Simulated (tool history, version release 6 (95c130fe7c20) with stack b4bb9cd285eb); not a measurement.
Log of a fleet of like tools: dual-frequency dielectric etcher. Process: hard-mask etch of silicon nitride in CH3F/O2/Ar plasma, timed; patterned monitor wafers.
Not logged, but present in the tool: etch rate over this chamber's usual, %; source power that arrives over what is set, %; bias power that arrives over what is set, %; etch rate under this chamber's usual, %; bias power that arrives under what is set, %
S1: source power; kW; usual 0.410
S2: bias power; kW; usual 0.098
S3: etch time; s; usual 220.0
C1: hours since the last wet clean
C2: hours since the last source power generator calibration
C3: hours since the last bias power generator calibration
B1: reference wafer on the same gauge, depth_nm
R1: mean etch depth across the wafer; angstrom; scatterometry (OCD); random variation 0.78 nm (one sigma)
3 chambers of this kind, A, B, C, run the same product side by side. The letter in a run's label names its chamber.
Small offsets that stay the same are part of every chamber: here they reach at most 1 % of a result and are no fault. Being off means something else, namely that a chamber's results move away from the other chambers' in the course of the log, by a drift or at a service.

{"run": "1C", "day": 0.267, "S1": 0.41, "S2": 0.098, "S3": 220.0, "C1": 242.9, "C2": 375.6, "C3": 104.0, "B1": 203.19, "R1": 1728.4}
{"run": "2A", "day": 0.529, "S1": 0.41, "S2": 0.098, "S3": 220.0, "C1": 110.6, "C2": 1567.9, "C3": 1210.7, "B1": 203.06, "R1": 1721.3}
{"run": "3B", "day": 0.85, "S1": 0.41, "S2": 0.098, "S3": 220.0, "C1": 138.1, "C2": 1791.3, "C3": 2280.4, "B1": 202.81, "R1": 1737.1}
{"run": "4B", "day": 1.283, "S1": 0.41, "S2": 0.098, "S3": 220.0, "C1": 148.5, "C2": 1801.7, "C3": 2290.8, "B1": 202.9, "R1": 1737.4}
{"run": "5C", "day": 1.733, "S1": 0.41, "S2": 0.098, "S3": 220.0, "C1": 278.1, "C2": 410.8, "C3": 139.2, "B1": 203.09, "R1": 1721.3}
{"run": "6A", "day": 2.083, "S1": 0.41, "S2": 0.098, "S3": 220.0, "C1": 147.9, "C2": 1605.2, "C3": 1248.0, "B1": 203.04, "R1": 1719.1}
{"run": "7B", "day": 2.533, "S1": 0.41, "S2": 0.098, "S3": 220.0, "C1": 178.5, "C2": 1831.7, "C3": 2320.8, "B1": 202.94, "R1": 1729.5}
{"run": "8A", "day": 2.9, "S1": 0.41, "S2": 0.098, "S3": 220.0, "C1": 167.5, "C2": 1624.8, "C3": 1267.6, "B1": 202.97, "R1": 1710.5}
{"run": "9C", "day": 3.246, "S1": 0.41, "S2": 0.098, "S3": 220.0, "C1": 314.4, "C2": 447.1, "C3": 175.5, "B1": 202.94, "R1": 1721.5}
{"run": "10B", "day": 3.533, "S1": 0.41, "S2": 0.098, "S3": 220.0, "C1": 202.5, "C2": 1855.7, "C3": 2344.8, "B1": 202.86, "R1": 1745.0}
{"run": "11C", "day": 3.846, "S1": 0.41, "S2": 0.098, "S3": 220.0, "C1": 328.8, "C2": 461.5, "C3": 189.9, "B1": 202.84, "R1": 1724.9}
{"run": "12A", "day": 4.15, "S1": 0.41, "S2": 0.098, "S3": 220.0, "C1": 197.5, "C2": 1654.8, "C3": 1297.6, "B1": 202.93, "R1": 1735.5}
{"run": "13C", "day": 4.546, "S1": 0.41, "S2": 0.098, "S3": 220.0, "C1": 345.6, "C2": 478.3, "C3": 206.7, "B1": 203.19, "R1": 1731.5}
{"run": "14A", "day": 4.867, "S1": 0.41, "S2": 0.098, "S3": 220.0, "C1": 214.7, "C2": 1672.0, "C3": 1314.8, "B1": 203.17, "R1": 1715.2}
{"run": "15B", "day": 5.317, "S1": 0.41, "S2": 0.098, "S3": 220.0, "C1": 245.3, "C2": 1898.5, "C3": 2387.6, "B1": 203.1, "R1": 1734.4}
{"run": "16C", "day": 5.621, "S1": 0.41, "S2": 0.098, "S3": 220.0, "C1": 371.4, "C2": 504.1, "C3": 232.5, "B1": 203.02, "R1": 1736.4}
{"run": "17A", "day": 5.946, "S1": 0.41, "S2": 0.098, "S3": 220.0, "C1": 240.6, "C2": 1697.9, "C3": 1340.7, "B1": 202.88, "R1": 1722.7}
{"run": "18B", "day": 6.262, "S1": 0.41, "S2": 0.098, "S3": 220.0, "C1": 268.0, "C2": 1921.2, "C3": 2410.3, "B1": 203.12, "R1": 1728.7}
{"day": 6.333, "done": "chamber B: bias power generator calibrated"}
{"run": "19B", "day": 6.65, "S1": 0.33, "S2": 0.098, "S3": 220.0, "C1": 277.3, "C2": 1930.5, "C3": 7.7, "B1": 202.82, "R1": 1592.3}
{"day": 6.796, "done": "chamber C: wet clean of the chamber"}
{"run": "20A", "day": 7.038, "S1": 0.33, "S2": 0.098, "S3": 220.0, "C1": 266.8, "C2": 1724.1, "C3": 1366.9, "B1": 202.99, "R1": 1581.8}
{"run": "21C", "day": 7.288, "S1": 0.33, "S2": 0.098, "S3": 220.0, "C1": 11.9, "C2": 544.1, "C3": 272.5, "B1": 202.89, "R1": 1550.1}
{"run": "22A", "day": 7.604, "S1": 0.41, "S2": 0.085, "S3": 260.5, "C1": 280.4, "C2": 1737.7, "C3": 1380.5, "B1": 203.14, "R1": 1958.0}
{"run": "23C", "day": 8.05, "S1": 0.41, "S2": 0.085, "S3": 260.5, "C1": 30.2, "C2": 562.4, "C3": 290.8, "B1": 203.03, "R1": 1878.2}
{"run": "24B", "day": 8.279, "S1": 0.41, "S2": 0.085, "S3": 260.5, "C1": 316.4, "C2": 1969.6, "C3": 46.8, "B1": 203.01, "R1": 1944.8}
{"run": "25A", "day": 8.492, "S1": 0.41, "S2": 0.098, "S3": 220.0, "C1": 301.7, "C2": 1759.0, "C3": 1401.8, "B1": 202.8, "R1": 1716.7}
{"run": "26B", "day": 8.879, "S1": 0.41, "S2": 0.098, "S3": 220.0, "C1": 330.8, "C2": 1984.0, "C3": 61.2, "B1": 202.91, "R1": 1738.0}
{"run": "27C", "day": 9.117, "S1": 0.41, "S2": 0.098, "S3": 220.0, "C1": 55.8, "C2": 588.0, "C3": 316.4, "B1": 202.75, "R1": 1692.1}
{"run": "28B", "day": 9.462, "S1": 0.41, "S2": 0.098, "S3": 220.0, "C1": 344.8, "C2": 1998.0, "C3": 75.2, "B1": 202.81, "R1": 1747.1}
{"run": "29A", "day": 9.75, "S1": 0.41, "S2": 0.098, "S3": 220.0, "C1": 331.9, "C2": 1789.2, "C3": 1432.0, "B1": 203.14, "R1": 1719.4}
{"run": "30C", "day": 10.2, "S1": 0.41, "S2": 0.098, "S3": 220.0, "C1": 81.8, "C2": 614.0, "C3": 342.4, "B1": 202.95, "R1": 1667.1}
{"run": "31C", "day": 10.612, "S1": 0.41, "S2": 0.077, "S3": 220.0, "C1": 91.7, "C2": 623.9, "C3": 352.3, "B1": 202.93, "R1": 1536.4}
{"run": "32A", "day": 10.967, "S1": 0.41, "S2": 0.077, "S3": 220.0, "C1": 361.1, "C2": 1818.4, "C3": 1461.2, "B1": 202.93, "R1": 1586.5}
{"run": "33B", "day": 11.179, "S1": 0.41, "S2": 0.077, "S3": 220.0, "C1": 386.0, "C2": 2039.2, "C3": 116.4, "B1": 203.07, "R1": 1594.6}
{"run": "34A", "day": 11.512, "S1": 0.41, "S2": 0.113, "S3": 220.0, "C1": 374.2, "C2": 1831.5, "C3": 1474.3, "B1": 203.04, "R1": 1818.7}
{"run": "35C", "day": 11.85, "S1": 0.41, "S2": 0.113, "S3": 220.0, "C1": 121.4, "C2": 653.6, "C3": 382.0, "B1": 203.13, "R1": 1746.5}
{"run": "36B", "day": 12.162, "S1": 0.41, "S2": 0.113, "S3": 220.0, "C1": 409.6, "C2": 2062.8, "C3": 140.0, "B1": 203.07, "R1": 1832.6}

What goes on in this fleet: one chamber off, a drifting gauge, or nothing beyond the chambers' own small offsets? Name the chamber and the cause, if any.

Chamber C came out of a service off from its peers and stayed that way.
Cause: etch rate under this chamber's usual, % = 2.86.

Which of the 4 candidates below, each the usual settings with something changed and its results left as question marks, puts chamber C back in line with what the other chambers give on the usual settings?
A result is in line if it is within this distance of the other chambers' mean on the usual settings: R1 27.0 angstrom
{"run": "37C-1", "day": 12.5, "S1": 0.41, "S2": 0.099, "S3": 233.5, "R1": "?"}
{"run": "37C-2", "day": 12.5, "S1": 0.4, "S2": 0.097, "S3": 207.5, "R1": "?"}
{"run": "37C-3", "day": 12.5, "S1": 0.45, "S2": 0.098, "S3": 220.0, "R1": "?"}
{"run": "37C-4", "day": 12.5, "S1": 0.39, "S2": 0.094, "S3": 220.0, "R1": "?"}

The other chambers' mean on the usual settings: R1 1728.1 angstrom
run=37C-1 R1=1779.8
run=37C-2 R1=1555.8
run=37C-3 R1=1728.9
run=37C-4 R1=1615.8
With 37C-3, the chamber falls back in line with the rest.

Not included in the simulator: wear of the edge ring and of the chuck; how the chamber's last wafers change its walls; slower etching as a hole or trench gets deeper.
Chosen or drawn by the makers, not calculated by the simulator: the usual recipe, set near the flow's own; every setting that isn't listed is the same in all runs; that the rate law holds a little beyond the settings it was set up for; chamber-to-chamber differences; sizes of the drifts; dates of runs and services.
